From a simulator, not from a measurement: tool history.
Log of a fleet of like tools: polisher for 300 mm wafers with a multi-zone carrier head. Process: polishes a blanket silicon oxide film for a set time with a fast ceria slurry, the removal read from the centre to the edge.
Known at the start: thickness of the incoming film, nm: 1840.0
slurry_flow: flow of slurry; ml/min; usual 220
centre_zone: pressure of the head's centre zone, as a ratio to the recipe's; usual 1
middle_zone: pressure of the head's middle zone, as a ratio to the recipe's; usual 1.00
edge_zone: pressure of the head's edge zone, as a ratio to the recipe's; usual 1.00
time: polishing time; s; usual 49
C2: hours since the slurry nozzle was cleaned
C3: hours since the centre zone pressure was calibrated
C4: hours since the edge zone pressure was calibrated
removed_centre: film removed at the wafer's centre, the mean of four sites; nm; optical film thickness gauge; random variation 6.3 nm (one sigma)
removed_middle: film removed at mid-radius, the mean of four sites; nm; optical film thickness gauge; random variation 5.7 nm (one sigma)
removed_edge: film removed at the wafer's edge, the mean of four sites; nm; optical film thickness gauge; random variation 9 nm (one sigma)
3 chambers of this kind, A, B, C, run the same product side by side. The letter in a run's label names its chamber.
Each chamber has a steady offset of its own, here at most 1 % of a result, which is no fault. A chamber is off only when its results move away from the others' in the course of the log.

{"run": "1A", "hour": 7.2, "slurry_flow": 220, "centre_zone": 1, "middle_zone": 1.0, "edge_zone": 1.0, "time": 49, "wafers polished on this pad": 562, "C2": 19.6, "C3": 267.7, "C4": 247.7, "removed_centre": 706.84, "removed_middle": 702.03, "removed_edge": 711.5}
{"hour": 10.5, "done": "chamber B: worn pad replaced by a new one"}
{"run": "2B", "hour": 19.1, "slurry_flow": 220, "centre_zone": 1, "middle_zone": 1.0, "edge_zone": 1.0, "time": 49, "wafers polished on this pad": 96, "C2": 56.5, "C3": 246.1, "C4": 384.9, "removed_centre": 733.66, "removed_middle": 721.13, "removed_edge": 714.74}
{"hour": 29.3, "done": "chamber C: worn pad replaced by a new one"}
{"run": "3C", "hour": 31.5, "slurry_flow": 220, "centre_zone": 1, "middle_zone": 1.0, "edge_zone": 1.0, "time": 49, "wafers polished on this pad": 25, "C2": 460.4, "C3": 329.7, "C4": 870.5, "removed_centre": 706.35, "removed_middle": 721.05, "removed_edge": 698.87}
{"run": "4B", "hour": 37.9, "slurry_flow": 220, "centre_zone": 1, "middle_zone": 1.0, "edge_zone": 1.0, "time": 49, "wafers polished on this pad": 308, "C2": 75.3, "C3": 264.9, "C4": 403.7, "removed_centre": 719.7, "removed_middle": 709.94, "removed_edge": 715.44}
{"run": "5A", "hour": 45.1, "slurry_flow": 220, "centre_zone": 1, "middle_zone": 1.0, "edge_zone": 1.0, "time": 49, "wafers polished on this pad": 989, "C2": 57.5, "C3": 305.6, "C4": 285.6, "removed_centre": 713.42, "removed_middle": 709.34, "removed_edge": 701.02}
{"run": "6C", "hour": 56.0, "slurry_flow": 220, "centre_zone": 1, "middle_zone": 1.0, "edge_zone": 1.0, "time": 49, "wafers polished on this pad": 301, "C2": 484.9, "C3": 354.2, "C4": 895.0, "removed_centre": 701.73, "removed_middle": 725.82, "removed_edge": 727.41}
{"run": "7C", "hour": 69.1, "slurry_flow": 220, "centre_zone": 1, "middle_zone": 1.0, "edge_zone": 1.0, "time": 49, "wafers polished on this pad": 449, "C2": 498.0, "C3": 367.3, "C4": 908.1, "removed_centre": 716.0, "removed_middle": 715.41, "removed_edge": 722.62}
{"hour": 70.0, "done": "chamber B: worn pad replaced by a new one"}
{"run": "8B", "hour": 82.5, "slurry_flow": 220, "centre_zone": 1, "middle_zone": 1.0, "edge_zone": 1.0, "time": 49, "wafers polished on this pad": 141, "C2": 119.9, "C3": 309.5, "C4": 448.3, "removed_centre": 724.39, "removed_middle": 719.86, "removed_edge": 728.23}
{"run": "9A", "hour": 93.6, "slurry_flow": 220, "centre_zone": 1, "middle_zone": 1.0, "edge_zone": 1.0, "time": 49, "wafers polished on this pad": 1536, "C2": 106.0, "C3": 354.1, "C4": 334.1, "removed_centre": 712.08, "removed_middle": 706.51, "removed_edge": 714.6}
{"run": "10A", "hour": 101.8, "slurry_flow": 220, "centre_zone": 1, "middle_zone": 1.0, "edge_zone": 1.0, "time": 49, "wafers polished on this pad": 1628, "C2": 114.2, "C3": 362.3, "C4": 342.3, "removed_centre": 704.95, "removed_middle": 701.79, "removed_edge": 716.77}
{"hour": 104.8, "done": "chamber C: edge zone pressure recalibrated"}
{"run": "11B", "hour": 111.0, "slurry_flow": 220, "centre_zone": 1, "middle_zone": 1.0, "edge_zone": 1.0, "time": 49, "wafers polished on this pad": 462, "C2": 148.4, "C3": 338.0, "C4": 476.8, "removed_centre": 719.55, "removed_middle": 713.15, "removed_edge": 700.75}
{"run": "12C", "hour": 118.6, "slurry_flow": 220, "centre_zone": 1, "middle_zone": 1.0, "edge_zone": 1.0, "time": 49, "wafers polished on this pad": 1007, "C2": 547.5, "C3": 416.8, "C4": 13.9, "removed_centre": 722.06, "removed_middle": 716.34, "removed_edge": 699.81}
{"hour": 125.7, "done": "chamber B: worn pad replaced by a new one"}
{"hour": 125.9, "done": "chamber C: worn pad replaced by a new one"}
{"run": "13A", "hour": 131.1, "slurry_flow": 220, "centre_zone": 1, "middle_zone": 1.0, "edge_zone": 1.0, "time": 49, "wafers polished on this pad": 1959, "C2": 143.5, "C3": 391.6, "C4": 371.6, "removed_centre": 711.93, "removed_middle": 704.7, "removed_edge": 730.99}
{"run": "14C", "hour": 140.8, "slurry_flow": 220, "centre_zone": 1, "middle_zone": 1.0, "edge_zone": 1.0, "time": 49, "wafers polished on this pad": 168, "C2": 569.7, "C3": 439.0, "C4": 36.1, "removed_centre": 711.01, "removed_middle": 718.01, "removed_edge": 700.87}
{"run": "15B", "hour": 151.6, "slurry_flow": 220, "centre_zone": 1, "middle_zone": 1.0, "edge_zone": 1.0, "time": 49, "wafers polished on this pad": 292, "C2": 189.0, "C3": 378.6, "C4": 517.4, "removed_centre": 720.83, "removed_middle": 722.65, "removed_edge": 725.38}
{"run": "16A", "hour": 164.0, "slurry_flow": 220, "centre_zone": 1, "middle_zone": 1.0, "edge_zone": 1.0, "time": 49, "wafers polished on this pad": 2330, "C2": 176.4, "C3": 424.5, "C4": 404.5, "removed_centre": 719.27, "removed_middle": 699.82, "removed_edge": 688.01}
{"run": "17B", "hour": 177.3, "slurry_flow": 220, "centre_zone": 1, "middle_zone": 1.0, "edge_zone": 0.89, "time": 49, "wafers polished on this pad": 582, "C2": 214.7, "C3": 404.3, "C4": 543.1, "removed_centre": 711.87, "removed_middle": 723.15, "removed_edge": 678.96}
{"run": "18C", "hour": 183.9, "slurry_flow": 220, "centre_zone": 1, "middle_zone": 1.0, "edge_zone": 0.89, "time": 49, "wafers polished on this pad": 654, "C2": 612.8, "C3": 482.1, "C4": 79.2, "removed_centre": 707.99, "removed_middle": 717.5, "removed_edge": 650.43}
{"hour": 194.9, "done": "chamber B: worn pad replaced by a new one"}
{"hour": 196.5, "done": "chamber C: slurry nozzle cleaned"}
{"run": "19A", "hour": 197.8, "slurry_flow": 220, "centre_zone": 1, "middle_zone": 1.0, "edge_zone": 0.89, "time": 49, "wafers polished on this pad": 2711, "C2": 210.2, "C3": 458.3, "C4": 438.3, "removed_centre": 698.01, "removed_middle": 693.96, "removed_edge": 648.54}
{"run": "20B", "hour": 206.5, "slurry_flow": 220, "centre_zone": 1, "middle_zone": 1.0, "edge_zone": 1.0, "time": 49, "wafers polished on this pad": 130, "C2": 243.9, "C3": 433.5, "C4": 572.3, "removed_centre": 717.45, "removed_middle": 709.8, "removed_edge": 737.06}
{"run": "21C", "hour": 215.3, "slurry_flow": 220, "centre_zone": 1, "middle_zone": 1.0, "edge_zone": 1.0, "time": 49, "wafers polished on this pad": 1008, "C2": 18.8, "C3": 513.5, "C4": 110.6, "removed_centre": 713.96, "removed_middle": 718.33, "removed_edge": 713.63}
{"hour": 217.0, "done": "chamber C: worn pad replaced by a new one"}
{"run": "22C", "hour": 229.0, "slurry_flow": 220, "centre_zone": 1, "middle_zone": 1.0, "edge_zone": 1.0, "time": 49, "wafers polished on this pad": 135, "C2": 32.5, "C3": 527.2, "C4": 124.3, "removed_centre": 718.38, "removed_middle": 717.54, "removed_edge": 709.04}
{"hour": 233.5, "done": "chamber A: centre zone pressure recalibrated"}
{"run": "23B", "hour": 236.7, "slurry_flow": 220, "centre_zone": 1, "middle_zone": 1.0, "edge_zone": 1.0, "time": 49, "wafers polished on this pad": 471, "C2": 274.1, "C3": 463.7, "C4": 602.5, "removed_centre": 709.72, "removed_middle": 717.02, "removed_edge": 704.82}
{"run": "24A", "hour": 249.9, "slurry_flow": 220, "centre_zone": 1, "middle_zone": 1.0, "edge_zone": 1.0, "time": 49, "wafers polished on this pad": 3298, "C2": 262.3, "C3": 16.5, "C4": 490.4, "removed_centre": 683.25, "removed_middle": 671.96, "removed_edge": 687.95}
{"run": "25A", "hour": 263.3, "slurry_flow": 220, "centre_zone": 1, "middle_zone": 1.0, "edge_zone": 1.0, "time": 49, "wafers polished on this pad": 3449, "C2": 275.7, "C3": 29.9, "C4": 503.8, "removed_centre": 671.06, "removed_middle": 672.17, "removed_edge": 687.42}
{"hour": 268.5, "done": "chamber B: worn pad replaced by a new one"}
{"run": "26C", "hour": 274.4, "slurry_flow": 220, "centre_zone": 1, "middle_zone": 1.0, "edge_zone": 1.0, "time": 49, "wafers polished on this pad": 647, "C2": 77.9, "C3": 572.6, "C4": 169.7, "removed_centre": 729.29, "removed_middle": 721.61, "removed_edge": 703.58}
{"run": "27B", "hour": 285.4, "slurry_flow": 220, "centre_zone": 1, "middle_zone": 1.0, "edge_zone": 1.0, "time": 49, "wafers polished on this pad": 191, "C2": 322.8, "C3": 512.4, "C4": 651.2, "removed_centre": 725.8, "removed_middle": 721.37, "removed_edge": 713.88}
{"run": "28A", "hour": 295.2, "slurry_flow": 220, "centre_zone": 1, "middle_zone": 1.0, "edge_zone": 1.0, "time": 49, "wafers polished on this pad": 3809, "C2": 307.6, "C3": 61.8, "C4": 535.7, "removed_centre": 679.13, "removed_middle": 663.91, "removed_edge": 673.3}
{"run": "29C", "hour": 303.3, "slurry_flow": 220, "centre_zone": 1, "middle_zone": 1.0, "edge_zone": 1.0, "time": 49, "wafers polished on this pad": 973, "C2": 106.8, "C3": 601.5, "C4": 198.6, "removed_centre": 719.43, "removed_middle": 720.09, "removed_edge": 712.45}
{"run": "30B", "hour": 316.2, "slurry_flow": 220, "centre_zone": 1, "middle_zone": 0.94, "edge_zone": 1.0, "time": 49, "wafers polished on this pad": 538, "C2": 353.6, "C3": 543.2, "C4": 682.0, "removed_centre": 709.15, "removed_middle": 678.71, "removed_edge": 711.71}
{"run": "31A", "hour": 323.5, "slurry_flow": 220, "centre_zone": 1, "middle_zone": 0.94, "edge_zone": 1.0, "time": 49, "wafers polished on this pad": 4128, "C2": 335.9, "C3": 90.1, "C4": 564.0, "removed_centre": 656.92, "removed_middle": 616.07, "removed_edge": 649.69}

Next, every chamber runs the same settings. What will each give?
{"run": "32A", "hour": 333.4, "slurry_flow": 220, "centre_zone": 1, "middle_zone": 1.0, "edge_zone": 0.92, "time": 49, "removed_centre": "?", "removed_middle": "?", "removed_edge": "?"}
{"run": "32B", "hour": 333.4, "slurry_flow": 220, "centre_zone": 1, "middle_zone": 1.0, "edge_zone": 0.92, "time": 49, "removed_centre": "?", "removed_middle": "?", "removed_edge": "?"}
{"run": "32C", "hour": 333.4, "slurry_flow": 220, "centre_zone": 1, "middle_zone": 1.0, "edge_zone": 0.92, "time": 49, "removed_centre": "?", "removed_middle": "?", "removed_edge": "?"}

run=32A removed_centre=662.00 removed_middle=652.77 removed_edge=621.13
run=32B removed_centre=729.67 removed_middle=731.14 removed_edge=682.08
run=32C removed_centre=708.57 removed_middle=711.64 removed_edge=684.71
